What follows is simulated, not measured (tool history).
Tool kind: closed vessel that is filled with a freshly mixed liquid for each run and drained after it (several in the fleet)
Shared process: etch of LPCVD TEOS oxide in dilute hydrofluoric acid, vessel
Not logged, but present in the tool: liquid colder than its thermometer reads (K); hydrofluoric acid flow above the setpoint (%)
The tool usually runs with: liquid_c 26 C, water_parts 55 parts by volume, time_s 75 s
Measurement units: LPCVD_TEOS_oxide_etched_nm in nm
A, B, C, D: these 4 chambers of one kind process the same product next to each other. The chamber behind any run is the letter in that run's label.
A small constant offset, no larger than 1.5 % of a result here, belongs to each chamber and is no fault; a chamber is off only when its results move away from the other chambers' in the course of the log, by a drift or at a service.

run	hour	liquid_c	water_parts	time_s	hours since the thermometer was replaced	hours since the hydrofluoric acid flow meter was replaced	read-back film thickness of the LPCVD TEOS oxide reference wafer, read on the same gauge (nm)	LPCVD_TEOS_oxide_etched_nm
1D	7.1	26	55	75	1707.2	71.8	119.98	45.704
2A	14	26	55	75	1245.1	669.4	120	47.208
3B	20.6	26	55	75	1685.4	39.9	120	46.865
4C	27.8	26	55	75	693	1498.5	120	46.187
5C	34.1	26	55	75	699.3	1504.8	120	46.26
6A	40.3	24	35	75	1271.4	695.7	120	69.074
7D	47.4	24	35	75	1747.5	112.1	119.98	70.481
8B	56.3	24	35	75	1721.1	75.6	120	68.821
9D	63.5	24	35	75	1763.6	128.2	120.03	70.345
10B	73.7	26	55	75	1738.5	93	119.99	47.188
11A	81.2	26	55	75	1312.3	736.6	119.99	47.578
12C	86.3	26	55	75	751.5	1557	119.96	45.964
13C	93	26	55	75	758.2	1563.7	119.98	45.677
14A	99.7	21.5	40	75	1330.8	755.1	119.97	53.473
15D	107.9	21.5	40	75	1808	172.6	119.98	55.023
16B	112.9	21.5	40	75	1777.7	132.2	120	53.198
17B	122.3	21.5	40	75	1787.1	141.6	120.02	54.334
18D	126.9	26	55	75	1827	191.6	119.96	46.662
19A	135.8	26	55	75	1366.9	791.2	119.96	46.857
20C	140.5	26	80	75	805.7	1611.2	119.98	30.864
21A	145	26	80	75	1376.1	800.4	120	31.08
22D	149.6	26	80	75	1849.7	214.3	119.98	30.852
23B	158.7	26	80	75	1823.5	178	119.99	30.721
24C	166.9	26	55	75	832.1	1637.6	119.99	46.065

Read the log: is a single chamber off, either drifting away or since a service, is the gauge that measures every chamber drifting, or is nothing wrong beyond small per-chamber offsets? Name any odd chamber and what most likely caused it.

All chambers stay in line apart from their small fixed offsets, and the gauge does not drift.

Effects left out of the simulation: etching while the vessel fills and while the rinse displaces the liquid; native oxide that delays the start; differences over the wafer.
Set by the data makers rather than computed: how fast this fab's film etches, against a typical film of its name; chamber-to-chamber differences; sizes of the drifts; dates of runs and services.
